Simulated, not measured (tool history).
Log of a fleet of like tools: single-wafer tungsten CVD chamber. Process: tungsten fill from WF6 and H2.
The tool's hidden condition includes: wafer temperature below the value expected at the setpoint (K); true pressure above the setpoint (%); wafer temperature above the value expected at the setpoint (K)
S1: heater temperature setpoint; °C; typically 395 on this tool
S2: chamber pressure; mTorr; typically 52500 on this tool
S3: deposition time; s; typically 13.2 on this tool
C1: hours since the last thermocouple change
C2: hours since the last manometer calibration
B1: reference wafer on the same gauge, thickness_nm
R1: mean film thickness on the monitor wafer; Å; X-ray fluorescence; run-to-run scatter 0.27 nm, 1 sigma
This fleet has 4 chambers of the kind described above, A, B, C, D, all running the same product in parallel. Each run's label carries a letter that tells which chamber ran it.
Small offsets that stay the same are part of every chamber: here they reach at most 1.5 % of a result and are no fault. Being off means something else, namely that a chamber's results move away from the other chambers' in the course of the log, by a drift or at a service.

Run 1B, day 0.279: usual settings; C1 764.0; C2 536.5; B1 44.412. Result: R1 452.37 Å.
Run 2D, day 0.771: usual settings; C1 1897.1; C2 1509.8; B1 44.423. Result: R1 452.65 Å.
Run 3A, day 1.225: usual settings; C1 574.8; C2 1002.7; B1 44.422. Result: R1 452.75 Å.
Run 4C, day 1.738: usual settings; C1 2536.2; C2 283.5; B1 44.397. Result: R1 449.06 Å.
Run 5D, day 2.062: usual settings; C1 1928.1; C2 1540.8; B1 44.296. Result: R1 450.77 Å.
Run 6C, day 2.400: usual settings; C1 2552.1; C2 299.4; B1 44.384. Result: R1 448.37 Å.
Run 7A, day 2.821: usual settings; C1 613.1; C2 1041.0; B1 44.506. Result: R1 449.05 Å.
Run 8B, day 3.317: usual settings; C1 836.9; C2 609.4; B1 44.366. Result: R1 446.22 Å.
Run 9C, day 3.646: usual settings but S2 63500 mTorr; C1 2582.0; C2 329.3; B1 44.445. Result: R1 488.06 Å.
At day 3.804: chamber C: thermocouple changed; heater temperature recalibrated.
Run 10D, day 4.096: usual settings but S2 63500 mTorr; C1 1976.9; C2 1589.6; B1 44.436. Result: R1 492.06 Å.
Run 11A, day 4.550: usual settings but S2 63500 mTorr; C1 654.6; C2 1082.5; B1 44.405. Result: R1 493.36 Å.
Run 12B, day 4.967: usual settings but S2 63500 mTorr; C1 876.5; C2 649.0; B1 44.389. Result: R1 490.18 Å.
Run 13D, day 5.483: usual settings; C1 2010.2; C2 1622.9; B1 44.386. Result: R1 447.17 Å.
Run 14B, day 5.888: usual settings but S1 385 °C, S3 15.1 s; C1 898.6; C2 671.1; B1 44.438. Result: R1 423.63 Å.
Run 15C, day 6.192: usual settings but S1 385 °C, S3 15.1 s; C1 57.4; C2 390.4; B1 44.374. Result: R1 422.39 Å.
Run 16A, day 6.700: usual settings but S1 385 °C, S3 15.1 s; C1 706.2; C2 1134.1; B1 44.440. Result: R1 420.43 Å.
Run 17D, day 7.125: usual settings but S1 385 °C, S3 15.1 s; C1 2049.6; C2 1662.3; B1 44.351. Result: R1 426.64 Å.
Run 18A, day 7.675: usual settings; C1 729.6; C2 1157.5; B1 44.392. Result: R1 441.78 Å.
Run 19B, day 8.033: usual settings; C1 950.1; C2 722.6; B1 44.455. Result: R1 447.54 Å.
Run 20C, day 8.567: usual settings; C1 114.4; C2 447.4; B1 44.370. Result: R1 455.30 Å.
Run 21C, day 9.104: usual settings; C1 127.3; C2 460.3; B1 44.415. Result: R1 450.12 Å.
Run 22D, day 9.371: usual settings; C1 2103.5; C2 1716.2; B1 44.342. Result: R1 454.21 Å.
Run 23B, day 9.742: usual settings; C1 991.1; C2 763.6; B1 44.342. Result: R1 447.50 Å.
Run 24A, day 10.000: usual settings; C1 785.4; C2 1213.3; B1 44.438. Result: R1 437.04 Å.
Run 25D, day 10.438: usual settings; C1 2129.1; C2 1741.8; B1 44.378. Result: R1 454.48 Å.
Run 26A, day 10.938: usual settings but S2 42500 mTorr, S3 12.0 s; C1 807.9; C2 1235.8; B1 44.347. Result: R1 351.05 Å.
Run 27C, day 11.321: usual settings but S2 42500 mTorr, S3 12.0 s; C1 180.5; C2 513.5; B1 44.456. Result: R1 371.19 Å.
Run 28B, day 11.858: usual settings but S2 42500 mTorr, S3 12.0 s; C1 1041.9; C2 814.4; B1 44.380. Result: R1 367.19 Å.
Run 29A, day 12.250: usual settings but S2 42500 mTorr, S3 12.0 s; C1 839.4; C2 1267.3; B1 44.456. Result: R1 352.45 Å.
Run 30C, day 12.604: usual settings; C1 211.3; C2 544.3; B1 44.442. Result: R1 451.05 Å.
At day 12.979: chamber B: thermocouple changed; heater temperature recalibrated.
Run 31B, day 13.075: usual settings; C1 2.4; C2 843.6; B1 44.300. Result: R1 446.55 Å.

Next, all 4 chambers run the settings below, one line each with question marks for the results. What does each chamber give?
Run 32A, day 13.471: usual settings but S1 400 °C. Result: R1 ?.
Run 32B, day 13.471: usual settings but S1 400 °C. Result: R1 ?.
Run 32C, day 13.471: usual settings but S1 400 °C. Result: R1 ?.
Run 32D, day 13.471: usual settings but S1 400 °C. Result: R1 ?.

run      R1
32A  462.24
32B  490.75
32C  499.00
32D  499.44
